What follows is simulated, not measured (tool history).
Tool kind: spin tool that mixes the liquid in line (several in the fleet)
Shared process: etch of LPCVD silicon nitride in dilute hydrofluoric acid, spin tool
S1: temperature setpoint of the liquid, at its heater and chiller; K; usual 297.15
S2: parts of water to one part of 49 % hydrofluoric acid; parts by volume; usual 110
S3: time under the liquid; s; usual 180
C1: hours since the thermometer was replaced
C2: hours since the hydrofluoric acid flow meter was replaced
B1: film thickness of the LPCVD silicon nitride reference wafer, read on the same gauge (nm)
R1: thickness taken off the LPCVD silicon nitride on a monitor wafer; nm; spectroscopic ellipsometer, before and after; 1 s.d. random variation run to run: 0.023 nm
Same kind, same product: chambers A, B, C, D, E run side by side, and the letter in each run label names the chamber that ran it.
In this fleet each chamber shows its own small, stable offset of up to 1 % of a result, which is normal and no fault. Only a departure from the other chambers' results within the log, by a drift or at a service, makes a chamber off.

run,hour,S1,S2,S3,C1,C2,B1,R1
1C,4.4,297.15,110,180,742.7,198.5,109.97,0.80873
2E,9.2,297.15,110,180,849.4,296.3,110.02,0.88328
3D,16.9,297.15,110,180,885.5,1500.5,109.98,0.90164
4A,23.1,297.15,110,180,1062.9,174,110,0.90522
5B,26.9,292.65,145,180,595.9,227,110.01,0.48067
6B,32.9,292.65,145,180,601.9,233,110.04,0.48888
7D,39.1,292.65,145,180,907.7,1522.7,109.97,0.50752
8C,46.3,292.65,145,180,784.6,240.4,109.95,0.47721
9A,50,292.65,145,180,1089.8,200.9,110,0.48026
10E,56.4,297.15,110,180,896.6,343.5,109.98,0.89538
11B,60.2,297.15,110,180,629.2,260.3,110,0.84896
12D,68.1,297.15,110,180,936.7,1551.7,109.98,0.88718
13C,71.6,297.15,110,180,809.9,265.7,110.01,0.87787
14A,76.7,297.15,110,180,1116.5,227.6,110.01,0.89381
15E,81.1,297.15,110,180,921.3,368.2,109.99,0.89757
16D,85.8,297.15,110,180,954.4,1569.4,110.02,0.87069
17C,92.8,297.15,110,180,831.1,286.9,110.03,0.83837
18A,97.5,297.15,110,225,1137.3,248.4,110,1.14
# hour 99.6: chamber E: hydrofluoric acid flow meter replaced
19E,104,297.15,110,225,944.2,4.5,110.02,1.1154
20B,109.4,297.15,110,225,678.4,309.5,110.04,1.0647
21E,117.2,297.15,110,225,957.4,17.7,110,1.0663
# hour 122.7: chamber E: thermometer replaced
22D,124.9,297.15,110,225,993.5,1608.5,110.01,1.1003
23C,128.8,297.15,110,180,867.1,322.9,110.01,0.87116
24A,135.5,297.15,110,180,1175.3,286.4,110,0.90047
25B,139.5,297.15,110,225,708.5,339.6,110.01,1.0859
26C,143.3,297.15,110,225,881.6,337.4,109.95,1.0583
27E,147,297.15,110,225,24.3,47.5,110,1.1083
28B,154.7,297.15,110,225,723.7,354.8,110.01,1.0376
29A,158.3,297.15,110,225,1198.1,309.2,109.99,1.0836
30D,161.8,297.15,155,180,1030.4,1645.4,110.02,0.6268
31D,166.3,297.15,155,180,1034.9,1649.9,109.99,0.60659
32A,171.8,297.15,155,180,1211.6,322.7,110.01,0.6048
33C,177,297.15,155,180,915.3,371.1,109.99,0.63681

Which is it: a chamber that has drifted or been left off by a service, a gauge drift common to all chambers, or only each chamber's usual small offset? If a chamber is off, name it and its likeliest cause.

Neither any chamber nor the gauge drifts; the chambers differ only by their own small, steady offsets.

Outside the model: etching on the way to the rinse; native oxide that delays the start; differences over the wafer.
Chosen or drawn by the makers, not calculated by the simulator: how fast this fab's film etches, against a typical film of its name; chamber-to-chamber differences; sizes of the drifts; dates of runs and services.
